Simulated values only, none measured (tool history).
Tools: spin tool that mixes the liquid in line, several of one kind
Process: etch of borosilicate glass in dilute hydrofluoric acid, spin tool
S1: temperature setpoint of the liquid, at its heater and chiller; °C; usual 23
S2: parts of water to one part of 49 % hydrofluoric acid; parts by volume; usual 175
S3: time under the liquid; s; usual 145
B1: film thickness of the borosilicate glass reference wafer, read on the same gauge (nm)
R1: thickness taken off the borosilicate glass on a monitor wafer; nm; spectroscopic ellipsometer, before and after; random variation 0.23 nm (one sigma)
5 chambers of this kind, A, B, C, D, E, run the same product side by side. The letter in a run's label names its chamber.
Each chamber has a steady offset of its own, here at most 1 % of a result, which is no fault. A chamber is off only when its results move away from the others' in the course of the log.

run    day  S1   S2   S3      B1      R1
 1A  0.329  23  175  145  40.018   28.21
 2E  0.533  23  175  145  40.007  28.763
 3D  0.729  23  175  145  39.985  28.524
 4B  0.879  23  175  145  40.001  28.869
 5C  1.062  23  175  145  40.008  28.261
 6E    1.3  23  175  145  39.976  28.613
 7C  1.533  23  175  145  40.007  28.353
 8A  1.867  23  175  145  40.021  28.392
 9B  2.012  23  175  145   40.03   28.92
10D  2.312  23  175  145  40.008  28.469
11B  2.571  23  175  145  40.013  28.446
12A  2.754  23  175  145  40.019  28.269
13D  2.904  23  175  145   40.01  29.081
14E  3.171  23  175  145  40.012  28.557
15C  3.458  26  260  145   39.98  19.695
16E  3.671  26  260  145  39.971   19.69
17C  3.888  26  260  145  39.994  19.714
18B  4.171  26  260  145  39.988  19.494
19D  4.346  26  260  145  40.001  19.371
20A  4.525  19  175  210  39.992  34.603
21B  4.671  19  175  210  39.977  35.432
22D  4.971  19  175  210  40.013  35.678
23E  5.179  19  175  210  39.985  35.291
24C    5.5  19  175  210  40.014  35.655
25A  5.812  23  175  145  40.017  27.527
26C  6.025  23  235  220  40.003  30.065
27D  6.217  23  235  220  39.981  30.026
     6.346  -- chamber C: hydrofluoric acid flow meter replaced
     6.388  -- chamber D: thermometer replaced
28E  6.408  23  235  220  40.003   30.24
29A  6.604  23  235  220  40.018  29.228
30B  6.775  23  235  220  39.987  29.961
31E  6.954  23  175  145  39.987  28.714
32C  7.167  23  175  145  39.995  28.731
33B  7.325  23  175  145   40.01  28.799
34D  7.646  23  175  145  39.973  28.614
35A  7.833  23  175  145  40.003  27.231
36C  8.146  23  175  145  39.986  29.066
37D  8.308  23  175  145  39.974  28.436
38E  8.533  23  175  200  40.004  39.587
39B  8.754  23  175  200      40  39.938
40A  8.992  23  175  200  39.996  36.917
41C  9.317  23  175  200  40.005   39.24
42D  9.462  23  175  200  39.969  39.493
43B   9.65  23  175  145  40.011  28.377

Is one chamber off against the others, does the gauge drift, or is nothing wrong? If a chamber is off, say which, and what the likeliest cause is.

Chamber A drifts away from the others.
Cause: hydrofluoric acid flow below the setpoint (%) = 5.22.
The log may not tell that from: liquid colder than its thermometer reads (K).

Here are 4 candidates for chamber A's next run, each the usual settings with a change, their results left as question marks. Which one brings its results back in line with what the others give on the usual settings?
In line means no further than this from the other chambers' mean on the usual settings: R1 0.79 nm
44A-1  9.892    25  175  145       ?
44A-2  9.892  23.5  175  145       ?
44A-3  9.892    23  185  145       ?
44A-4  9.892  22.5  175  145       ?

The other chambers' mean on the usual settings: R1 28.607 nm
  run      R1
44A-1  28.642
44A-2  27.066
44A-3   24.86
44A-4  26.044
44A-1 brings the chamber back in line.
